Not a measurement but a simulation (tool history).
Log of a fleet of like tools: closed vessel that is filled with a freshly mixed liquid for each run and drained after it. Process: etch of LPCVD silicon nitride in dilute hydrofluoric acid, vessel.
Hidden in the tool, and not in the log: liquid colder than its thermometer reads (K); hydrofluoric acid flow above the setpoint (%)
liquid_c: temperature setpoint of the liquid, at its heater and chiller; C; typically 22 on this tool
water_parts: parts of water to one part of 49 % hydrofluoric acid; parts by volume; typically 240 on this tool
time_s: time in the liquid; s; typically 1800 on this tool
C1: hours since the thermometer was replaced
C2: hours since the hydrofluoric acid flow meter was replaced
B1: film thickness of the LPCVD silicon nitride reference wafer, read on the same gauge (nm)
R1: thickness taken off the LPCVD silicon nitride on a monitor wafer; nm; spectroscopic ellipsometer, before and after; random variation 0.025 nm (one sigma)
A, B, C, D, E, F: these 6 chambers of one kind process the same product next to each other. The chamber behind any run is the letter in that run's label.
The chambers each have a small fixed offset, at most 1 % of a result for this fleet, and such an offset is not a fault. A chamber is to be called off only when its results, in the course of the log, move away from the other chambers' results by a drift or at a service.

Run 1E, hour 8.9: usual settings; C1 826.4; C2 1086.1; B1 70.008. Result: R1 3.4123 nm.
Run 2B, hour 16.2: usual settings; C1 760.4; C2 269.3; B1 69.977. Result: R1 3.4443 nm.
Run 3D, hour 32.2: usual settings; C1 1261.3; C2 1750.6; B1 70.002. Result: R1 3.413 nm.
Run 4A, hour 44.3: usual settings; C1 1342; C2 941.9; B1 70.011. Result: R1 3.4207 nm.
Run 5C, hour 52.2: usual settings; C1 784.8; C2 1089.1; B1 69.996. Result: R1 3.3622 nm.
Run 6F, hour 60.3: usual settings; C1 188.6; C2 414; B1 69.989. Result: R1 3.4269 nm.
Run 7C, hour 75.8: usual settings; C1 808.4; C2 1112.7; B1 70.014. Result: R1 3.4313 nm.
Run 8D, hour 86.2: usual settings; C1 1315.3; C2 1804.6; B1 69.981. Result: R1 3.3568 nm.
Run 9B, hour 93.3: usual settings; C1 837.5; C2 346.4; B1 69.97. Result: R1 3.3957 nm.
Run 10A, hour 103.1: usual settings; C1 1400.8; C2 1000.7; B1 70.032. Result: R1 3.4614 nm.
Run 11E, hour 111.2: usual settings; C1 928.7; C2 1188.4; B1 69.998. Result: R1 3.4329 nm.
Run 12F, hour 125.8: usual settings but time_s 855 s; C1 254.1; C2 479.5; B1 69.998. Result: R1 1.6107 nm.
Run 13C, hour 138.8: usual settings but time_s 855 s; C1 871.4; C2 1175.7; B1 70.017. Result: R1 1.605 nm.
Run 14E, hour 148.9: usual settings but time_s 855 s; C1 966.4; C2 1226.1; B1 70.007. Result: R1 1.6088 nm.
Run 15F, hour 156.6: usual settings but time_s 855 s; C1 284.9; C2 510.3; B1 69.981. Result: R1 1.5974 nm.
Run 16A, hour 167.4: usual settings but time_s 855 s; C1 1465.1; C2 1065; B1 70.001. Result: R1 1.6456 nm.
Run 17D, hour 176.4: usual settings but time_s 855 s; C1 1405.5; C2 1894.8; B1 70. Result: R1 1.6145 nm.
Run 18B, hour 183.4: usual settings; C1 927.6; C2 436.5; B1 70.003. Result: R1 3.4207 nm.
Run 19D, hour 198.9: usual settings but liquid_c 19 C; C1 1428; C2 1917.3; B1 70.03. Result: R1 2.8003 nm.
At hour 209.5: chamber D: thermometer replaced.
Run 20A, hour 214.5: usual settings but liquid_c 19 C; C1 1512.2; C2 1112.1; B1 69.98. Result: R1 2.8767 nm.
Run 21E, hour 223: usual settings but liquid_c 19 C; C1 1040.5; C2 1300.2; B1 70.02. Result: R1 2.8546 nm.
Run 22F, hour 234.4: usual settings but liquid_c 19 C; C1 362.7; C2 588.1; B1 70.043. Result: R1 2.8093 nm.
Run 23B, hour 243.1: usual settings but liquid_c 19 C; C1 987.3; C2 496.2; B1 69.956. Result: R1 2.8124 nm.
Run 24C, hour 255.4: usual settings but liquid_c 19 C; C1 988; C2 1292.3; B1 69.996. Result: R1 2.8427 nm.
Run 25B, hour 264.7: usual settings; C1 1008.9; C2 517.8; B1 69.994. Result: R1 3.4228 nm.
At hour 272.1: chamber C: hydrofluoric acid flow meter replaced.
Run 26C, hour 280.8: usual settings but water_parts 310 parts by volume, time_s 2835 s; C1 1013.4; C2 8.8; B1 69.994. Result: R1 4.2028 nm.
Run 27F, hour 296.5: usual settings but water_parts 310 parts by volume, time_s 2835 s; C1 424.8; C2 650.2; B1 70.005. Result: R1 4.2211 nm.
Run 28A, hour 304.4: usual settings but water_parts 310 parts by volume, time_s 2835 s; C1 1602.1; C2 1202; B1 69.999. Result: R1 4.3886 nm.
Run 29D, hour 311.8: usual settings but water_parts 310 parts by volume, time_s 2835 s; C1 102.3; C2 2030.2; B1 69.994. Result: R1 4.1777 nm.
Run 30E, hour 321: usual settings but water_parts 310 parts by volume, time_s 2835 s; C1 1138.5; C2 1398.2; B1 70.018. Result: R1 4.1434 nm.
Run 31A, hour 336.5: usual settings but water_parts 310 parts by volume, time_s 2835 s; C1 1634.2; C2 1234.1; B1 69.993. Result: R1 4.4648 nm.
At hour 344.2: chamber E: hydrofluoric acid flow meter replaced.
Run 32B, hour 347.3: usual settings but liquid_c 25 C, time_s 1140 s; C1 1091.5; C2 600.4; B1 70.03. Result: R1 2.6253 nm.
Run 33C, hour 356.9: usual settings but liquid_c 25 C, time_s 1140 s; C1 1089.5; C2 84.9; B1 69.977. Result: R1 2.5761 nm.
Run 34D, hour 372.8: usual settings but liquid_c 25 C, time_s 1140 s; C1 163.3; C2 2091.2; B1 70.016. Result: R1 2.6073 nm.
Run 35E, hour 388.5: usual settings but liquid_c 25 C, time_s 1140 s; C1 1206; C2 44.3; B1 69.988. Result: R1 2.6108 nm.
Run 36F, hour 400.1: usual settings but liquid_c 25 C, time_s 1140 s; C1 528.4; C2 753.8; B1 70.025. Result: R1 2.6014 nm.
Run 37C, hour 415.8: usual settings but liquid_c 25 C, time_s 1140 s; C1 1148.4; C2 143.8; B1 70.004. Result: R1 2.5888 nm.

Decide between three cases: one chamber stands off from its peers, the gauge reading all wafers drifts, or nothing is wrong past each chamber's small offset. Where a chamber is off, say which and what most likely put it there.

Chamber A drifts away from the others.
What lies behind it: hydrofluoric acid flow above the setpoint (%) = 9.17.
Not necessarily distinguishable in this log from: liquid hotter than its thermometer reads (K).

Which of the 4 candidates below, each the usual settings with something changed and its results left as question marks, puts chamber A back in line with what the other chambers give on the usual settings?
In line here means within this much of the mean the other chambers give on the usual settings: R1 0.089 nm
Run 38A-1, hour 427.4: usual settings but time_s 1510 s. Result: R1 ?.
Run 38A-2, hour 427.4: usual settings but water_parts 230 parts by volume, time_s 1895 s. Result: R1 ?.
Run 38A-3, hour 427.4: usual settings but water_parts 200 parts by volume. Result: R1 ?.
Run 38A-4, hour 427.4: usual settings but time_s 1645 s. Result: R1 ?.

The mean the other chambers reach with the usual settings: R1 3.4066 nm
  run      R1
38A-1  3.1154
38A-2   4.076
38A-3  4.4397
38A-4  3.3939
It is 38A-4 that realigns the chamber with its peers.
